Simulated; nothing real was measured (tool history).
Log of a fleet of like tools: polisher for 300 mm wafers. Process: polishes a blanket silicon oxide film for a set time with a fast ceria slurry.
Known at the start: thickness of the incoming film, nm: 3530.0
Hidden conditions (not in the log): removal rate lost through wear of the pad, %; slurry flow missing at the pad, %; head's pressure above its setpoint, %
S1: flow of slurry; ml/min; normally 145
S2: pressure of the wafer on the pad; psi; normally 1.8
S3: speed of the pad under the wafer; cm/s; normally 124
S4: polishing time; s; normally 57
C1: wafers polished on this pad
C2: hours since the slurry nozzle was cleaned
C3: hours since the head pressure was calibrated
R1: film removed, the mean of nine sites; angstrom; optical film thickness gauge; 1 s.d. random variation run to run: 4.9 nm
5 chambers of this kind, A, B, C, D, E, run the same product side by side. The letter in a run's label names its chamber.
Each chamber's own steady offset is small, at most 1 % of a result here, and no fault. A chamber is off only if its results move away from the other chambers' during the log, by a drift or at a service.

{"run": "1B", "hour": 2.8, "S1": 145, "S2": 1.8, "S3": 124, "S4": 57, "C1": 1266, "C2": 103.5, "C3": 176, "R1": 8040.8}
{"run": "2A", "hour": 4.7, "S1": 145, "S2": 1.8, "S3": 124, "S4": 57, "C1": 1244, "C2": 100.7, "C3": 981.7, "R1": 8010.6}
{"hour": 6.4, "done": "chamber B: worn pad replaced by a new one"}
{"run": "3E", "hour": 7.7, "S1": 145, "S2": 1.8, "S3": 124, "S4": 57, "C1": 711, "C2": 795.8, "C3": 199.1, "R1": 8006.4}
{"run": "4D", "hour": 11.7, "S1": 145, "S2": 1.8, "S3": 124, "S4": 57, "C1": 441, "C2": 251.3, "C3": 305.9, "R1": 8157.7}
{"run": "5C", "hour": 15.7, "S1": 145, "S2": 1.8, "S3": 124, "S4": 57, "C1": 896, "C2": 451.3, "C3": 428.4, "R1": 8112}
{"hour": 17.8, "done": "chamber A: worn pad replaced by a new one"}
{"run": "6B", "hour": 19.9, "S1": 145, "S2": 1.8, "S3": 124, "S4": 57, "C1": 135, "C2": 120.6, "C3": 193.1, "R1": 8074.6}
{"run": "7E", "hour": 22.6, "S1": 145, "S2": 1.8, "S3": 124, "S4": 57, "C1": 861, "C2": 810.7, "C3": 214, "R1": 8115.1}
{"hour": 24.3, "done": "chamber E: worn pad replaced by a new one"}
{"run": "8D", "hour": 25.8, "S1": 165, "S2": 2.2, "S3": 124, "S4": 57, "C1": 582, "C2": 265.4, "C3": 320, "R1": 10062}
{"run": "9A", "hour": 27.9, "S1": 165, "S2": 2.2, "S3": 124, "S4": 57, "C1": 101, "C2": 123.9, "C3": 1004.9, "R1": 10073}
{"run": "10C", "hour": 30.0, "S1": 165, "S2": 2.2, "S3": 124, "S4": 57, "C1": 1039, "C2": 465.6, "C3": 442.7, "R1": 10100}
{"run": "11A", "hour": 31.9, "S1": 165, "S2": 2.2, "S3": 124, "S4": 57, "C1": 141, "C2": 127.9, "C3": 1008.9, "R1": 10026}
{"run": "12D", "hour": 36.2, "S1": 165, "S2": 2.2, "S3": 124, "S4": 57, "C1": 686, "C2": 275.8, "C3": 330.4, "R1": 9971.8}
{"hour": 37.2, "done": "chamber D: worn pad replaced by a new one"}
{"run": "13E", "hour": 39.2, "S1": 145, "S2": 1.8, "S3": 124, "S4": 57, "C1": 149, "C2": 827.3, "C3": 230.6, "R1": 8009.2}
{"run": "14C", "hour": 42.4, "S1": 145, "S2": 1.8, "S3": 124, "S4": 57, "C1": 1163, "C2": 478, "C3": 455.1, "R1": 7971.3}
{"run": "15B", "hour": 45.4, "S1": 145, "S2": 1.8, "S3": 124, "S4": 57, "C1": 390, "C2": 146.1, "C3": 218.6, "R1": 8007.6}
{"run": "16A", "hour": 49.5, "S1": 175, "S2": 1.4, "S3": 124, "S4": 57, "C1": 317, "C2": 145.5, "C3": 1026.5, "R1": 6547.6}
{"run": "17C", "hour": 51.8, "S1": 175, "S2": 1.4, "S3": 124, "S4": 57, "C1": 1257, "C2": 487.4, "C3": 464.5, "R1": 6410.5}
{"run": "18B", "hour": 53.8, "S1": 175, "S2": 1.4, "S3": 124, "S4": 57, "C1": 475, "C2": 154.5, "C3": 227, "R1": 6425.6}
{"run": "19D", "hour": 57.9, "S1": 175, "S2": 1.4, "S3": 124, "S4": 57, "C1": 207, "C2": 297.5, "C3": 352.1, "R1": 6303.6}
{"run": "20E", "hour": 59.8, "S1": 175, "S2": 1.4, "S3": 124, "S4": 57, "C1": 355, "C2": 847.9, "C3": 251.2, "R1": 6474.9}
{"run": "21B", "hour": 62.3, "S1": 145, "S2": 1.8, "S3": 124, "S4": 57, "C1": 560, "C2": 163, "C3": 235.5, "R1": 8021}
{"run": "22A", "hour": 66.4, "S1": 145, "S2": 1.8, "S3": 124, "S4": 57, "C1": 487, "C2": 162.4, "C3": 1043.4, "R1": 8052.1}
{"run": "23D", "hour": 68.5, "S1": 145, "S2": 1.8, "S3": 124, "S4": 57, "C1": 313, "C2": 308.1, "C3": 362.7, "R1": 7826.9}
{"run": "24E", "hour": 70.7, "S1": 145, "S2": 1.8, "S3": 124, "S4": 57, "C1": 464, "C2": 858.8, "C3": 262.1, "R1": 8036.7}
{"run": "25C", "hour": 73.0, "S1": 145, "S2": 1.8, "S3": 124, "S4": 57, "C1": 1470, "C2": 508.6, "C3": 485.7, "R1": 8051}
{"run": "26E", "hour": 76.4, "S1": 145, "S2": 1.8, "S3": 124, "S4": 57, "C1": 522, "C2": 864.5, "C3": 267.8, "R1": 8036.9}
{"run": "27B", "hour": 79.4, "S1": 145, "S2": 1.8, "S3": 124, "S4": 57, "C1": 731, "C2": 180.1, "C3": 252.6, "R1": 8018.7}
{"run": "28A", "hour": 82.4, "S1": 145, "S2": 1.8, "S3": 124, "S4": 57, "C1": 647, "C2": 178.4, "C3": 1059.4, "R1": 8068}
{"hour": 85.3, "done": "chamber C: worn pad replaced by a new one"}
{"run": "29C", "hour": 85.6, "S1": 145, "S2": 1.8, "S3": 124, "S4": 57, "C1": 3, "C2": 521.2, "C3": 498.3, "R1": 8033.8}
{"run": "30D", "hour": 87.8, "S1": 145, "S2": 1.8, "S3": 124, "S4": 57, "C1": 507, "C2": 327.4, "C3": 382, "R1": 7812.3}
{"run": "31D", "hour": 90.8, "S1": 145, "S2": 1.8, "S3": 124, "S4": 57, "C1": 537, "C2": 330.4, "C3": 385, "R1": 7715.2}
{"run": "32C", "hour": 93.3, "S1": 145, "S2": 1.8, "S3": 124, "S4": 57, "C1": 80, "C2": 528.9, "C3": 506, "R1": 7990.1}
{"hour": 95.9, "done": "chamber D: worn pad replaced by a new one"}
{"run": "33A", "hour": 96.3, "S1": 145, "S2": 2.1, "S3": 124, "S4": 64, "C1": 786, "C2": 192.3, "C3": 1073.3, "R1": 10570}
{"hour": 99.0, "done": "chamber E: slurry nozzle cleaned"}
{"run": "34B", "hour": 99.2, "S1": 145, "S2": 2.1, "S3": 124, "S4": 64, "C1": 929, "C2": 199.9, "C3": 272.4, "R1": 10537}
{"run": "35E", "hour": 102.9, "S1": 145, "S2": 2.1, "S3": 124, "S4": 64, "C1": 787, "C2": 3.9, "C3": 294.3, "R1": 10567}
{"run": "36B", "hour": 105.6, "S1": 145, "S2": 2.1, "S3": 124, "S4": 64, "C1": 993, "C2": 206.3, "C3": 278.8, "R1": 10645}
{"run": "37C", "hour": 109.6, "S1": 145, "S2": 2.1, "S3": 124, "S4": 64, "C1": 244, "C2": 545.2, "C3": 522.3, "R1": 10575}
{"hour": 110.2, "done": "chamber E: worn pad replaced by a new one"}
{"run": "38E", "hour": 112.0, "S1": 170, "S2": 1.8, "S3": 124, "S4": 57, "C1": 18, "C2": 13, "C3": 303.4, "R1": 8183.9}
{"run": "39A", "hour": 116.2, "S1": 170, "S2": 1.8, "S3": 124, "S4": 57, "C1": 986, "C2": 212.2, "C3": 1093.2, "R1": 8293.2}
{"run": "40D", "hour": 120.3, "S1": 170, "S2": 1.8, "S3": 124, "S4": 57, "C1": 244, "C2": 359.9, "C3": 414.5, "R1": 7834}
{"run": "41E", "hour": 122.5, "S1": 170, "S2": 1.8, "S3": 124, "S4": 57, "C1": 123, "C2": 23.5, "C3": 313.9, "R1": 8317.7}
{"hour": 125.1, "done": "chamber B: worn pad replaced by a new one"}
{"run": "42D", "hour": 126.2, "S1": 170, "S2": 1.8, "S3": 124, "S4": 57, "C1": 304, "C2": 365.8, "C3": 420.4, "R1": 7844.8}
{"run": "43C", "hour": 129.1, "S1": 145, "S2": 1.8, "S3": 124, "S4": 57, "C1": 439, "C2": 564.7, "C3": 541.8, "R1": 8019.5}
{"run": "44B", "hour": 132.5, "S1": 145, "S2": 1.8, "S3": 124, "S4": 57, "C1": 74, "C2": 233.2, "C3": 305.7, "R1": 8053.4}

Read the log: is a single chamber off, either drifting away or since a service, is the gauge that measures every chamber drifting, or is nothing wrong beyond small per-chamber offsets? Name any odd chamber and what most likely caused it.

One chamber, D, drifts off from the rest bit by bit.
Cause: slurry flow missing at the pad, % = 33.9.
Not necessarily distinguishable in this log from: head's pressure below its setpoint, %.

Below are 4 candidate recipes for chamber D's next run, each the usual settings with a change, their results shown as question marks. Which of them brings D's results back in line with what the other chambers give on the usual settings?
A result is in line if it is within this distance of the other chambers' mean on the usual settings: R1 170 angstrom
{"run": "45D-1", "hour": 135.5, "S1": 140, "S2": 1.8, "S3": 124, "S4": 53, "R1": "?"}
{"run": "45D-2", "hour": 135.5, "S1": 165, "S2": 1.8, "S3": 124, "S4": 57, "R1": "?"}
{"run": "45D-3", "hour": 135.5, "S1": 145, "S2": 1.8, "S3": 122, "S4": 56, "R1": "?"}
{"run": "45D-4", "hour": 135.5, "S1": 145, "S2": 1.8, "S3": 130, "S4": 59, "R1": "?"}

The other chambers' mean on the usual settings: R1 8059.7 angstrom
run=45D-1 R1=6901.5
run=45D-2 R1=7726
run=45D-3 R1=7241.5
run=45D-4 R1=8122.1
The answer is 45D-4, which returns the chamber to within the allowed miss of the others.
